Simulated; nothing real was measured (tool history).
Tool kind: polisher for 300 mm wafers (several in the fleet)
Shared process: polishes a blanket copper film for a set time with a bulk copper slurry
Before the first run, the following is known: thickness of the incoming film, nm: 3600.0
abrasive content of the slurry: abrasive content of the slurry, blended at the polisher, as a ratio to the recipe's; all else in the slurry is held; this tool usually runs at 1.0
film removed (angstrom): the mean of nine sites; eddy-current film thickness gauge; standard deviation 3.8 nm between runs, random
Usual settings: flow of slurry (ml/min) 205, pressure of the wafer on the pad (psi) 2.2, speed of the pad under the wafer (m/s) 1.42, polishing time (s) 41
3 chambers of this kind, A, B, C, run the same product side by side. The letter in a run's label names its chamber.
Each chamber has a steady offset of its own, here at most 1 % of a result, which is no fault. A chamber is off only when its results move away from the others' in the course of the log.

run   hour  flow of slurry (ml/min)  pressure of the wafer on the pad (psi)  speed of the pad under the wafer (m/s)  abrasive content of the slurry  polishing time (s)  film removed (angstrom)
 1B    4.1                      205                                     2.2                                    1.42                             1.0                  41                   4547.0
 2C    7.2                      205                                     2.2                                    1.42                             1.0                  41                   4449.3
 3A    9.9                      205                                     2.2                                    1.42                             1.0                  41                   4525.7
      11.2  -- chamber C: slurry nozzle cleaned
 4C   14.5                      205                                     2.2                                    1.42                             1.0                  41                   4587.0
 5B   18.8                      205                                     2.2                                    1.42                             1.0                  41                   4530.0
 6A   23.4                      205                                     2.2                                    1.42                             1.0                  41                   4400.7
 7C   27.4                      205                                     2.2                                    1.42                             1.0                  41                   4497.9
 8B   31.5                      205                                     2.2                                    1.42                             1.0                  41                   4579.1
 9A   34.9                      205                                     2.2                                    1.42                             1.0                  41                   4464.8
10A   38.3                      205                                     2.2                                    1.42                             1.0                  41                   4514.5
11B   43.5                      230                                     2.7                                    1.42                             1.0                  41                   5606.2
12C   46.8                      230                                     2.7                                    1.42                             1.0                  41                   5622.6
      47.1  -- chamber C: worn pad replaced by a new one
      47.6  -- chamber A: worn pad replaced by a new one
13A   50.9                      230                                     2.7                                    1.42                             1.0                  41                   5580.7
14B   55.1                      205                                     2.2                                    1.42                             1.0                  41                   4568.5
      58.1  -- chamber B: slurry blender recalibrated
15C   59.1                      205                                     2.9                                    1.42                             1.0                  41                   6003.0
16B   62.1                      205                                     2.9                                    1.42                             1.0                  41                   5998.2
      63.9  -- chamber B: worn pad replaced by a new one
17A   65.2                      205                                     2.9                                    1.42                             1.0                  41                   5883.2
      66.6  -- chamber A: slurry blender recalibrated
18C   70.4                      205                                     2.2                                    1.42                             1.2                  41                   4680.8
19B   74.1                      205                                     2.2                                    1.42                             1.2                  41                   4772.3
      78.1  -- chamber C: head pressure recalibrated
20A   78.2                      205                                     2.2                                    1.42                             1.2                  41                   4727.9
21C   82.0                      205                                     2.2                                    1.42                             1.0                  41                   4775.9
22C   86.7                      205                                     2.2                                    1.42                             1.0                  41                   4686.7
23A   91.1                      205                                     2.2                                    1.42                             1.2                  33                   3826.0
24B   94.4                      205                                     2.2                                    1.42                             1.2                  33                   3853.6
25A   97.4                      205                                     2.2                                    1.42                             1.2                  33                   3749.1
26C  102.1                      205                                     2.2                                    1.42                             1.0                  41                   4712.6
27B  105.7                      205                                     2.2                                    1.42                             1.0                  41                   4581.2
28A  109.3                      205                                     2.2                                    1.42                             1.0                  41                   4496.3
29B  113.2                      205                                     2.2                                    1.42                             1.0                  41                   4530.7
30C  116.3                      205                                     2.2                                    1.42                             1.0                  41                   4774.6
31C  120.1                      205                                     2.2                                    1.42                             1.0                  41                   4747.0
32B  123.0                      205                                     2.2                                    1.42                             1.0                  41                   4510.4
33A  125.7                      205                                     2.2                                    1.42                             1.0                  41                   4483.5
34C  128.3                      205                                     2.2                                    1.42                             1.0                  41                   4702.3
35B  132.2                      205                                     2.2                                    1.42                             1.0                  41                   4607.5
36A  136.6                      205                                     2.2                                    1.42                             1.0                  41                   4459.1
37A  139.4                      205                                     2.2                                    1.42                             1.0                  41                   4445.9
38B  143.3                      205                                     2.2                                    1.42                             1.0                  41                   4513.3
39C  148.0                      205                                     2.2                                    1.42                             1.0                  41                   4725.1
40C  152.6                      205                                     2.2                                    1.42                             1.0                  41                   4691.7
41A  156.8                      205                                     2.2                                    1.42                             1.0                  41                   4451.7

What goes on in this fleet: one chamber off, a drifting gauge, or nothing beyond the chambers' own small offsets? Name the chamber and the cause, if any.

The work done on chamber C during a service left it standing apart from the others.
Likeliest cause: head's pressure above its setpoint, % = 5.81.

Below are 4 candidate recipes for chamber C's next run, each the usual settings with a change, their results shown as question marks. Which of them brings C's results back in line with what the other chambers give on the usual settings?
In line means no further than this from the other chambers' mean on the usual settings: film removed (angstrom) 130.0
42C-1  160.8                      205                                     2.3                                    1.46                             1.0                  42                        ?
42C-2  160.8                      205                                     2.2                                    1.42                             1.0                  39                        ?
42C-3  160.8                      205                                     2.2                                    1.48                             1.0                  41                        ?
42C-4  160.8                      205                                     2.2                                    1.34                             1.0                  39                        ?

On the usual settings, the other chambers give on average: film removed (angstrom) 4508.9
  run  film removed (angstrom)
42C-1                   5245.4
42C-2                   4528.7
42C-3                   4965.1
42C-4                   4269.7
The right change is 42C-2: it brings the chamber back within the allowed miss of the others.
